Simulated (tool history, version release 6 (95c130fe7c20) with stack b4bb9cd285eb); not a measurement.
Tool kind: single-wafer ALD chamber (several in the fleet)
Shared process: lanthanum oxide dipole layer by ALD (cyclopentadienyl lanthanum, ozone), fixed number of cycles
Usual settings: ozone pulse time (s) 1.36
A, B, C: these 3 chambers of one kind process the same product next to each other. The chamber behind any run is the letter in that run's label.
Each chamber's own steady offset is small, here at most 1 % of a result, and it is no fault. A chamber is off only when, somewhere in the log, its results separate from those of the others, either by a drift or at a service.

run	day	ozone pulse time (s)	hours since the last thermocouple change	hours since the last ozone generator service	read-back reference wafer on the same gauge, thickness_nm	mean film thickness on the monitor wafer (Å)
1A	0.546	1.36	1423.5	251.0	0.55532	5.4109
2B	0.979	1.36	568.1	287.2	0.55458	5.4206
3C	1.604	1.36	1892.8	1154.6	0.55556	5.3647
4C	2.021	1.36	1902.8	1164.6	0.55507	5.3992
5B	2.675	1.36	608.8	327.9	0.55444	5.4158
6A	3.338	1.36	1490.5	318.0	0.55436	5.4302
7B	3.854	1.36	637.1	356.2	0.55513	5.3967
8C	4.271	1.36	1956.8	1218.6	0.55510	5.4275
9A	4.879	1.36	1527.5	355.0	0.55447	5.4397
10A	5.521	1.36	1542.9	370.4	0.55464	5.4721
11B	6.083	1.36	690.6	409.7	0.55532	5.4511
12C	6.392	1.36	2007.7	1269.5	0.55455	5.4049
13B	6.717	1.84	705.8	424.9	0.55495	5.6518
14C	7.354	1.84	2030.8	1292.6	0.55504	5.6131
15A	7.892	1.84	1599.8	427.3	0.55462	5.6796
16A	8.312	1.36	1609.9	437.4	0.55505	5.4402
17C	8.775	1.36	2064.9	1326.7	0.55497	5.4411
# day 9.296: chamber A: thermocouple changed; heater temperature recalibrated
18B	9.304	1.36	767.9	487.0	0.55472	5.4160
19B	9.846	1.36	780.9	500.0	0.55419	5.4235
20C	10.288	1.82	2101.2	1363.0	0.55491	5.6174
# day 10.475: chamber C: ozone generator serviced
21A	10.725	1.82	34.4	495.3	0.55466	5.6423
22A	11.142	1.82	44.4	505.3	0.55478	5.6976
23B	11.617	1.36	823.4	542.5	0.55537	5.4232
24C	12.262	1.36	2148.6	42.9	0.55489	5.4047
# day 12.675: chamber C: thermocouple changed; heater temperature recalibrated
25B	12.800	1.36	851.8	570.9	0.55534	5.4071
26A	13.242	1.36	94.8	555.7	0.55500	5.4059
27C	13.796	1.36	27.0	79.7	0.55563	5.4130
28C	14.358	1.36	40.5	93.2	0.55521	5.3933
29A	15.033	1.05	137.8	598.7	0.55465	5.1015
30B	15.704	1.05	921.5	640.6	0.55536	5.0125
31C	16.021	1.05	80.4	133.1	0.55456	5.0606
32A	16.567	1.03	174.6	635.5	0.55490	5.0980
33B	17.042	1.03	953.6	672.7	0.55466	5.0719
34C	17.346	1.03	112.2	164.9	0.55498	5.0468
35A	17.842	1.36	205.2	666.1	0.55452	5.4052
36B	18.188	1.36	981.1	700.2	0.55440	5.3648
37A	18.667	1.36	225.0	685.9	0.55513	5.4707
38B	19.038	1.36	1001.5	720.6	0.55475	5.4250

Which is it: a chamber that has drifted or been left off by a service, a gauge drift common to all chambers, or only each chamber's usual small offset? If a chamber is off, name it and its likeliest cause.

The fleet is healthy, with each chamber sitting at its usual small offset and no drift in the gauge.
